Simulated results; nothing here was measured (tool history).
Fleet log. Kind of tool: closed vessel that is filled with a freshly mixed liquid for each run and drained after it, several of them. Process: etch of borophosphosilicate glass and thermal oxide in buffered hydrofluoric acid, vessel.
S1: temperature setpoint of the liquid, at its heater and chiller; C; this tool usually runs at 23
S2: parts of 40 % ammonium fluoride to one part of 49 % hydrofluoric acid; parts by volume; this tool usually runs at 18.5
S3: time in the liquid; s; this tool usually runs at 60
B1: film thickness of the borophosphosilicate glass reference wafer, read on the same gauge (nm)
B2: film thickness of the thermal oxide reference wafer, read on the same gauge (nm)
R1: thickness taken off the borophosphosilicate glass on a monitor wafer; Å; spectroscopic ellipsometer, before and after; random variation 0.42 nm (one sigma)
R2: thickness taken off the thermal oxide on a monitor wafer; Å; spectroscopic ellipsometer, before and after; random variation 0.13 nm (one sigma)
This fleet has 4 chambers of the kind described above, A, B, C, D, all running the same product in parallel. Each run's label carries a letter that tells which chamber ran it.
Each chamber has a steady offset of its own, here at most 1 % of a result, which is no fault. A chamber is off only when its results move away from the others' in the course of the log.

run,hour,S1,S2,S3,B1,B2,R1,R2
1D,9.5,23,18.5,60,130.01,109.99,718.34,358.53
2A,16.5,23,18.5,60,130.02,109.99,725.36,355.85
3B,30.1,23,18.5,60,130,110,717.52,357.12
4C,43.4,23,18.5,60,130.02,109.99,711.34,355.41
5B,53.5,23,24.5,35,129.96,110,338.5,168.31
6C,66.7,23,24.5,35,129.99,109.99,341.27,166.83
7A,76.4,23,24.5,35,129.97,110.02,341.36,167.7
8D,89.7,23,24.5,35,130.03,109.99,335.62,166.54
9B,96.9,23,18.5,60,130.02,110,723.51,356.41
10A,106.7,23,22.5,60,129.99,110.01,625.1,305.94
11D,115.4,23,22.5,60,130.04,109.99,616.26,306.38
12C,127,23,22.5,60,129.98,110.01,608.94,302.89
13D,139.8,23,22.5,60,130,110.01,619.35,304.2
14A,152.6,23,18.5,60,129.98,109.97,725.67,357.68
15B,161.6,23,18.5,60,130.01,110,727.04,356.83
16C,172.1,23,18.5,60,129.99,110.01,718.97,356.18
17D,178.9,23,18.5,60,130.02,110.02,719.97,358.06
18B,189.7,23,12.5,40,129.99,110,703.17,351.02
19C,196.1,23,12.5,40,130.02,110.01,711.74,352.68
20A,205.6,23,12.5,40,129.99,109.99,721.18,350.45
21B,213.1,23,12.5,40,129.99,109.97,714.29,348.5
22C,221.7,23,18.5,45,130,109.99,534.97,265.3
23A,229.6,23,18.5,45,130,110.02,540.32,266.4
24D,243.2,23,18.5,45,129.98,110,543.12,268.19
25B,255.4,23,18.5,45,129.95,110,548.05,269.35
26A,262.7,25,18.5,60,130,109.99,807.77,395.89
27D,277.5,25,18.5,60,130.02,109.99,803.46,395.71
28C,290.6,25,18.5,60,130,109.97,801.22,395.59
29B,305.5,25,18.5,60,130,110,805.8,399.97
30A,316.5,23,18.5,60,129.97,110,725.37,356.29
31C,325.5,24.5,18.5,45,130.01,110.01,585.5,289.51
32D,332.2,24.5,18.5,45,129.97,109.99,584.69,289.45
33D,341.7,24.5,18.5,45,130,110.01,587.3,290.97
34B,349.2,24.5,18.5,45,130.02,110.02,588.73,290.71
35A,360.9,23,18.5,60,129.95,110.01,734.08,355.96
36C,371.2,23,18.5,60,129.97,110,722.48,358.24
37B,379.2,23,18.5,60,130.01,109.99,725.16,359.18
38C,393.9,23,18.5,60,130.01,110,718.49,355.08
39D,405.4,23,18.5,60,129.99,110,721.15,356.91

Next, all 4 chambers run the settings below, one line each with question marks for the results. What does each chamber give?
40A,416.1,23,18.5,50,,,?,?
40B,416.1,23,18.5,50,,,?,?
40C,416.1,23,18.5,50,,,?,?
40D,416.1,23,18.5,50,,,?,?

run,R1,R2
40A,600.54,296.77
40B,602.35,296.97
40C,600.92,295.97
40D,605.45,297.87
